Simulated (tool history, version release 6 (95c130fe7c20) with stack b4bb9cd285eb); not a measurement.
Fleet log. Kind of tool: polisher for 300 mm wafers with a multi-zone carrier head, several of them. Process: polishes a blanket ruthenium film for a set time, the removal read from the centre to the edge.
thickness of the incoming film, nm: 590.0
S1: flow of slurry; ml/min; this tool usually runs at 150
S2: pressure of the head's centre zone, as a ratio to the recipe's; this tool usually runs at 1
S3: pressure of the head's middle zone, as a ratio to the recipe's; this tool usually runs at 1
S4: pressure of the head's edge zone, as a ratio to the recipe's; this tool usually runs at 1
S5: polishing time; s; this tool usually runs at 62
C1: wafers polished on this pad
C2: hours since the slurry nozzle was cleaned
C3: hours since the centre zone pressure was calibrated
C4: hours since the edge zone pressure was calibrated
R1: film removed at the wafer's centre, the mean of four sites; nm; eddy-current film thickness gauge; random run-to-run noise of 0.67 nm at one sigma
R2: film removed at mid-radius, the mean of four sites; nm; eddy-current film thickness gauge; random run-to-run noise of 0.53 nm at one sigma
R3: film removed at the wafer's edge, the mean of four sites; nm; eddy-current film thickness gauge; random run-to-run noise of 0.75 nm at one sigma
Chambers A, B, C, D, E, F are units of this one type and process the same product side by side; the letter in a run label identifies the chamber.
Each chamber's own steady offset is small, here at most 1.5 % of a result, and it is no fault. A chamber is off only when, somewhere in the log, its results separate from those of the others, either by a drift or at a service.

run	hour	S1	S2	S3	S4	S5	C1	C2	C3	C4	R1	R2	R3
1A	8	150	1	1	1	62	862	326.8	447.3	364.5	70.62	70.176	70
# hour 12.5: chamber E: worn pad replaced by a new one
2F	21.5	150	1	1	1	62	519	101.5	412.6	126.3	69.94	70.459	70.202
# hour 23.2: chamber D: centre zone pressure recalibrated
3D	34.8	150	1	1	1	62	934	157.5	11.6	1153.2	70.21	70.757	69.51
# hour 41.3: chamber B: worn pad replaced by a new one
4B	42.3	150	1	1	1	62	14	530.5	750.9	180	69.604	70.121	70.061
# hour 43.6: chamber D: worn pad replaced by a new one
5E	52.3	150	1	1	1	62	528	631.7	123.3	504.9	70.03	70.165	69.143
# hour 60.5: chamber D: edge zone pressure recalibrated
6C	62.4	150	1	1	1	62	1257	589	1014	592.7	71.328	70.441	70.019
# hour 64: chamber C: worn pad replaced by a new one
# hour 67.8: chamber C: slurry nozzle cleaned
7C	78.2	150	1	1	1	62	189	10.4	1029.8	608.5	70.942	69.481	69.757
# hour 81.5: chamber F: worn pad replaced by a new one
# hour 85.3: chamber A: slurry nozzle cleaned
8A	86.5	150	1	1	1	62	1904	1.2	525.8	443	72.734	71.777	68.189
9F	94.5	150	1	1	1	62	172	174.5	485.6	199.3	70.386	69.487	70.785
10E	105.5	150	1	1	1	62	1233	684.9	176.5	558.1	70.423	70.177	71.135
# hour 114.3: chamber E: worn pad replaced by a new one
11B	115	150	1	1	1	62	978	603.2	823.6	252.7	69.754	69.796	70.294
# hour 123.4: chamber D: worn pad replaced by a new one
12D	126.7	150	1	1	1	62	44	249.4	103.5	66.3	69.747	72.022	71.384
# hour 131.6: chamber B: worn pad replaced by a new one
13C	139	150	1	1	1	62	995	71.2	1090.6	669.3	69.862	70.497	70.104
# hour 146.4: chamber C: worn pad replaced by a new one
14B	153.9	150	1	1	1	62	295	642.1	862.5	291.6	69.723	69.503	69.105
15F	166.7	150	1	1	1	62	1130	246.7	557.8	271.5	69.935	70.679	69.708
# hour 167.7: chamber F: worn pad replaced by a new one
# hour 171.6: chamber F: centre zone pressure recalibrated
16D	178.8	150	1	1	1	62	735	301.5	155.6	118.4	69.807	70.827	71.586
# hour 183.5: chamber D: slurry nozzle cleaned
17A	188.5	150	1	1	1	62	3257	103.2	627.8	545	68.992	69.044	69.04
18E	196.6	150	1	1	1	62	1092	776	267.6	649.2	70.693	70.084	70.118
# hour 199.5: chamber E: worn pad replaced by a new one
# hour 202.1: chamber E: centre zone pressure recalibrated
# hour 204.2: chamber C: edge zone pressure recalibrated
19B	204.6	150	1	1	1	62	968	692.8	913.2	342.3	69.165	70.312	71.458
20F	214.9	150	1	1	1	62	626	294.9	43.4	319.7	70.022	70.054	69.881
# hour 215.2: chamber D: worn pad replaced by a new one
# hour 228.3: chamber B: worn pad replaced by a new one
# hour 231: chamber C: worn pad replaced by a new one
21C	231.1	150	1	1	1	62	2	163.3	1182.7	26.9	70.17	71.109	70.5
# hour 235.7: chamber E: slurry nozzle cleaned
# hour 240.8: chamber F: edge zone pressure recalibrated
22D	242.1	150	1	1	1	62	356	58.7	218.9	181.7	69.987	70.563	69.886
23E	249.6	150	1	1	1	62	664	13.9	47.5	702.2	70.184	71.092	69.852
# hour 251: chamber A: centre zone pressure recalibrated
# hour 254: chamber F: worn pad replaced by a new one
# hour 258.7: chamber B: edge zone pressure recalibrated
24A	260.7	150	1	1	1	62	4215	175.4	9.8	617.2	68.868	68.644	68.666
# hour 272.6: chamber C: centre zone pressure recalibrated
25A	274.6	150	1	1	1	62	4399	189.3	23.7	631.1	67.592	68.504	68.181
26E	285.5	150	1	1	1	62	1140	49.8	83.4	738.1	70.861	70.061	70.86
# hour 290.4: chamber E: worn pad replaced by a new one
# hour 294.1: chamber D: worn pad replaced by a new one
27F	294.9	150	1	1	1	62	543	374.9	123.4	54.2	70.8	69.976	69.781
28B	305.2	150	1	1	1	62	1020	793.4	1013.8	46.6	70.724	69.902	69.795
29C	315.3	150	1	1	1	62	1119	247.5	42.8	111.1	69.225	70.183	69.483
# hour 329: chamber C: worn pad replaced by a new one
30D	330.4	150	1.08	1	1	71	482	147	307.2	270	88.942	81.767	78.746
# hour 333.3: chamber B: slurry nozzle cleaned
# hour 334.4: chamber B: worn pad replaced by a new one
31C	341.3	150	1.08	1	1	71	163	273.5	68.8	137.1	88.119	80.153	80.654
# hour 342.2: chamber F: worn pad replaced by a new one
# hour 351.8: chamber B: centre zone pressure recalibrated
32A	353.4	150	1.08	1	1	71	5444	268.1	102.5	709.9	84.447	76.72	76.453
33E	366.2	150	1.08	1	1	71	1006	130.5	164.1	818.8	86.897	79.903	80.089
34B	378.7	150	1.08	1	1	71	588	45.5	27	120.1	87.864	80.294	82.394
35D	387.4	150	1.08	1	1	71	1238	204	364.2	327	86.353	81.3	79.67
36F	397.2	150	1	1	1	62	730	477.2	225.7	156.5	69.411	69.377	70.628
37A	410.5	150	1	1	1	62	6202	325.2	159.6	767	67.042	65.822	66.259
38B	421.9	150	1	1	1	62	1161	88.7	70.2	163.3	69.865	70.674	70.333
# hour 426.8: chamber C: worn pad replaced by a new one
39C	438.4	150	1	1	1	62	153	370.6	165.9	234.2	71.135	70.383	69.621
# hour 438.8: chamber F: worn pad replaced by a new one
40F	454.4	150	1	1	1	62	207	534.4	282.9	213.7	70.835	70.948	69.956

Which is it: a chamber that has drifted or been left off by a service, a gauge drift common to all chambers, or only each chamber's usual small offset? If a chamber is off, name it and its likeliest cause.

One chamber, A, drifts off from the rest bit by bit.
What lies behind it: removal rate lost through wear of the pad, % = 7.54.

Below are 4 candidate recipes for chamber A's next run, each the usual settings with a change, their results shown as question marks. Which of them brings A's results back in line with what the other chambers give on the usual settings?
Allowed miss from the other chambers' usual-settings mean, per result, to count as in line: R1 2.4 nm; R2 1.8 nm; R3 2.6 nm
41A-1	466.2	150	1.01	1.01	0.98	53					?	?	?
41A-2	466.2	150	0.99	1	1.01	67					?	?	?
41A-3	466.2	150	1.01	1	0.99	58					?	?	?
41A-4	466.2	150	0.98	1	1.02	72					?	?	?

The mean the other chambers reach with the usual settings: R1 70.477 nm; R2 70.436 nm; R3 70.562 nm
run	R1	R2	R3
41A-1	56.9	56.682	55.101
41A-2	70.387	70.998	70.779
41A-3	62.263	61.456	60.629
41A-4	74.814	76.299	76.458
41A-2 is the one that brings the chamber's results back in line with the other chambers.
